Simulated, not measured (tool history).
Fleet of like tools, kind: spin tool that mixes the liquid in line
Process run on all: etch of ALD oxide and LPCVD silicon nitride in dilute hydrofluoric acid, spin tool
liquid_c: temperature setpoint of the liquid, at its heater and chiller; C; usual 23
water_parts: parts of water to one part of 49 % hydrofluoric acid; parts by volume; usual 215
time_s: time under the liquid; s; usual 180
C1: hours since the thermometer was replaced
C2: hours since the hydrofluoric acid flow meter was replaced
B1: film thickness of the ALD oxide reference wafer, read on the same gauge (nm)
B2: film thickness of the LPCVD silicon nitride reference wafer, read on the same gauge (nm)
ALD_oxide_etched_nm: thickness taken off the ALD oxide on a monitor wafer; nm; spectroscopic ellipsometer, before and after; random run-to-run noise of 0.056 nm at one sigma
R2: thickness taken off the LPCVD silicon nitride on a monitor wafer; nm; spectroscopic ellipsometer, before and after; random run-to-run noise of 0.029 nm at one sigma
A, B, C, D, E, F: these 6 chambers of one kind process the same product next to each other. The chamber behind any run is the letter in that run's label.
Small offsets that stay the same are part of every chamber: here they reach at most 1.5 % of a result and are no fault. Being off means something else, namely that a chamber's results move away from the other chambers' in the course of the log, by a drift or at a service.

Run 1F, hour 14.8: usual settings; C1 1618.9; C2 323.8; B1 79.989; B2 80. Result: ALD_oxide_etched_nm 8.903 nm, R2 0.42233 nm.
Run 2B, hour 22.7: usual settings; C1 1094.7; C2 644.6; B1 79.996; B2 80.002. Result: ALD_oxide_etched_nm 8.8635 nm, R2 0.49808 nm.
Run 3A, hour 33: usual settings; C1 64.4; C2 241.2; B1 80.003; B2 79.987. Result: ALD_oxide_etched_nm 8.9348 nm, R2 0.43244 nm.
At hour 46.6: chamber B: hydrofluoric acid flow meter replaced.
Run 4C, hour 48.9: usual settings; C1 338.7; C2 1126.3; B1 79.989; B2 79.997. Result: ALD_oxide_etched_nm 8.8618 nm, R2 0.47235 nm.
Run 5D, hour 62.1: usual settings but liquid_c 28 C; C1 672.6; C2 103.5; B1 79.983; B2 79.967. Result: ALD_oxide_etched_nm 10.45 nm, R2 0.57241 nm.
Run 6E, hour 77.4: usual settings but liquid_c 28 C; C1 383.8; C2 1270.6; B1 79.985; B2 80.003. Result: ALD_oxide_etched_nm 10.621 nm, R2 0.66279 nm.
Run 7D, hour 91.4: usual settings but liquid_c 28 C; C1 701.9; C2 132.8; B1 80.018; B2 79.967. Result: ALD_oxide_etched_nm 10.479 nm, R2 0.6047 nm.
Run 8E, hour 107: usual settings but liquid_c 28 C; C1 413.4; C2 1300.2; B1 80.002; B2 80.015. Result: ALD_oxide_etched_nm 10.587 nm, R2 0.56348 nm.
Run 9C, hour 121.3: usual settings but liquid_c 28 C; C1 411.1; C2 1198.7; B1 80.025; B2 79.98. Result: ALD_oxide_etched_nm 10.595 nm, R2 0.63019 nm.
Run 10A, hour 133.5: usual settings but liquid_c 28 C; C1 164.9; C2 341.7; B1 80.003; B2 79.978. Result: ALD_oxide_etched_nm 10.75 nm, R2 0.62726 nm.
Run 11F, hour 146.1: usual settings; C1 1750.2; C2 455.1; B1 80.005; B2 80.004. Result: ALD_oxide_etched_nm 8.8832 nm, R2 0.44558 nm.
Run 12B, hour 158.3: usual settings but liquid_c 20.5 C; C1 1230.3; C2 111.7; B1 80.007; B2 79.997. Result: ALD_oxide_etched_nm 8.0885 nm, R2 0.43582 nm.
Run 13C, hour 168.1: usual settings but liquid_c 20.5 C; C1 457.9; C2 1245.5; B1 79.984; B2 79.973. Result: ALD_oxide_etched_nm 8.0212 nm, R2 0.39217 nm.
At hour 171.4: chamber E: hydrofluoric acid flow meter replaced.
At hour 172.3: chamber E: thermometer replaced.
Run 14E, hour 181: usual settings but liquid_c 20.5 C; C1 8.7; C2 9.6; B1 79.983; B2 79.969. Result: ALD_oxide_etched_nm 8.0889 nm, R2 0.35296 nm.
Run 15B, hour 195.9: usual settings but liquid_c 20.5 C; C1 1267.9; C2 149.3; B1 79.986; B2 79.98. Result: ALD_oxide_etched_nm 8.1484 nm, R2 0.33363 nm.
Run 16F, hour 211.7: usual settings but liquid_c 20.5 C; C1 1815.8; C2 520.7; B1 80.009; B2 79.993. Result: ALD_oxide_etched_nm 8.0591 nm, R2 0.39156 nm.
Run 17D, hour 224.7: usual settings but liquid_c 20.5 C; C1 835.2; C2 266.1; B1 79.999; B2 80.003. Result: ALD_oxide_etched_nm 8.0344 nm, R2 0.3717 nm.
Run 18A, hour 236.4: usual settings; C1 267.8; C2 444.6; B1 80.006; B2 79.996. Result: ALD_oxide_etched_nm 8.9512 nm, R2 0.46873 nm.
Run 19E, hour 251.1: usual settings; C1 78.8; C2 79.7; B1 79.984; B2 80.018. Result: ALD_oxide_etched_nm 8.8012 nm, R2 0.47852 nm.
Run 20B, hour 259.6: usual settings; C1 1331.6; C2 213; B1 80.012; B2 79.975. Result: ALD_oxide_etched_nm 8.904 nm, R2 0.44987 nm.
Run 21D, hour 274.4: usual settings; C1 884.9; C2 315.8; B1 79.999; B2 79.984. Result: ALD_oxide_etched_nm 8.8371 nm, R2 0.4756 nm.
At hour 282: chamber F: hydrofluoric acid flow meter replaced.
Run 22A, hour 289.1: usual settings; C1 320.5; C2 497.3; B1 80.004; B2 80.02. Result: ALD_oxide_etched_nm 8.9698 nm, R2 0.42989 nm.
Run 23F, hour 299.7: usual settings; C1 1903.8; C2 17.7; B1 80.004; B2 79.993. Result: ALD_oxide_etched_nm 8.816 nm, R2 0.44379 nm.
Run 24C, hour 310.9: usual settings; C1 600.7; C2 1388.3; B1 80; B2 80.004. Result: ALD_oxide_etched_nm 8.8631 nm, R2 0.49333 nm.
Run 25C, hour 319.6: usual settings; C1 609.4; C2 1397; B1 80.001; B2 80.017. Result: ALD_oxide_etched_nm 8.8127 nm, R2 0.4564 nm.
Run 26A, hour 327.4: usual settings; C1 358.8; C2 535.6; B1 79.995; B2 80.017. Result: ALD_oxide_etched_nm 8.9627 nm, R2 0.44945 nm.
Run 27F, hour 336.4: usual settings but liquid_c 26.5 C, time_s 230 s; C1 1940.5; C2 54.4; B1 79.988; B2 79.981. Result: ALD_oxide_etched_nm 12.794 nm, R2 0.78521 nm.
Run 28D, hour 351.6: usual settings but liquid_c 26.5 C, time_s 230 s; C1 962.1; C2 393; B1 79.987; B2 80.005. Result: ALD_oxide_etched_nm 12.858 nm, R2 0.70052 nm.
At hour 353.9: chamber C: hydrofluoric acid flow meter replaced.
Run 29E, hour 363.4: usual settings but liquid_c 26.5 C, time_s 230 s; C1 191.1; C2 192; B1 80.023; B2 80.013. Result: ALD_oxide_etched_nm 12.86 nm, R2 0.73989 nm.
Run 30B, hour 372.6: usual settings but liquid_c 26.5 C, time_s 230 s; C1 1444.6; C2 326; B1 80.009; B2 79.995. Result: ALD_oxide_etched_nm 12.923 nm, R2 0.71858 nm.
Run 31C, hour 384.2: usual settings but liquid_c 26.5 C, time_s 230 s; C1 674; C2 30.3; B1 79.988; B2 79.996. Result: ALD_oxide_etched_nm 12.869 nm, R2 0.64985 nm.
Run 32A, hour 397.2: usual settings but liquid_c 26.5 C, time_s 230 s; C1 428.6; C2 605.4; B1 80.021; B2 80.04. Result: ALD_oxide_etched_nm 13.014 nm, R2 0.73596 nm.
Run 33F, hour 411.1: usual settings; C1 2015.2; C2 129.1; B1 80.009; B2 80.02. Result: ALD_oxide_etched_nm 8.8459 nm, R2 0.42958 nm.
Run 34B, hour 421.4: usual settings; C1 1493.4; C2 374.8; B1 80.008; B2 80.014. Result: ALD_oxide_etched_nm 8.9078 nm, R2 0.42657 nm.
Run 35E, hour 431.9: usual settings but time_s 85 s; C1 259.6; C2 260.5; B1 80.008; B2 80.017. Result: ALD_oxide_etched_nm 4.147 nm, R2 0.22429 nm.
Run 36D, hour 442.3: usual settings but time_s 85 s; C1 1052.8; C2 483.7; B1 80.009; B2 79.986. Result: ALD_oxide_etched_nm 4.1599 nm, R2 0.21129 nm.
Run 37F, hour 451.9: usual settings but time_s 85 s; C1 2056; C2 169.9; B1 79.999; B2 80.024. Result: ALD_oxide_etched_nm 4.2409 nm, R2 0.23473 nm.
Run 38D, hour 460.3: usual settings but time_s 85 s; C1 1070.8; C2 501.7; B1 79.992; B2 80.021. Result: ALD_oxide_etched_nm 4.195 nm, R2 0.20906 nm.
Run 39A, hour 476.2: usual settings but time_s 85 s; C1 507.6; C2 684.4; B1 79.996; B2 79.99. Result: ALD_oxide_etched_nm 4.2057 nm, R2 0.20304 nm.
At hour 487.4: chamber B: thermometer replaced.
Run 40B, hour 491.5: usual settings but time_s 85 s; C1 4.1; C2 444.9; B1 79.99; B2 80.018. Result: ALD_oxide_etched_nm 4.1742 nm, R2 0.2182 nm.
Run 41E, hour 501.6: usual settings; C1 329.3; C2 330.2; B1 80.005; B2 79.975. Result: ALD_oxide_etched_nm 8.8807 nm, R2 0.43855 nm.

Next, all 6 chambers run the settings below, one line each with question marks for the results. What does each chamber give?
Run 42A, hour 513: usual settings but time_s 135 s. Result: ALD_oxide_etched_nm ?, R2 ?.
Run 42B, hour 513: usual settings but time_s 135 s. Result: ALD_oxide_etched_nm ?, R2 ?.
Run 42C, hour 513: usual settings but time_s 135 s. Result: ALD_oxide_etched_nm ?, R2 ?.
Run 42D, hour 513: usual settings but time_s 135 s. Result: ALD_oxide_etched_nm ?, R2 ?.
Run 42E, hour 513: usual settings but time_s 135 s. Result: ALD_oxide_etched_nm ?, R2 ?.
Run 42F, hour 513: usual settings but time_s 135 s. Result: ALD_oxide_etched_nm ?, R2 ?.

run  ALD_oxide_etched_nm       R2
42A               6.6774  0.34253
42B               6.6406  0.33581
42C               6.6233  0.32548
42D               6.6302  0.28674
42E               6.6384  0.32331
42F               6.5847  0.35542

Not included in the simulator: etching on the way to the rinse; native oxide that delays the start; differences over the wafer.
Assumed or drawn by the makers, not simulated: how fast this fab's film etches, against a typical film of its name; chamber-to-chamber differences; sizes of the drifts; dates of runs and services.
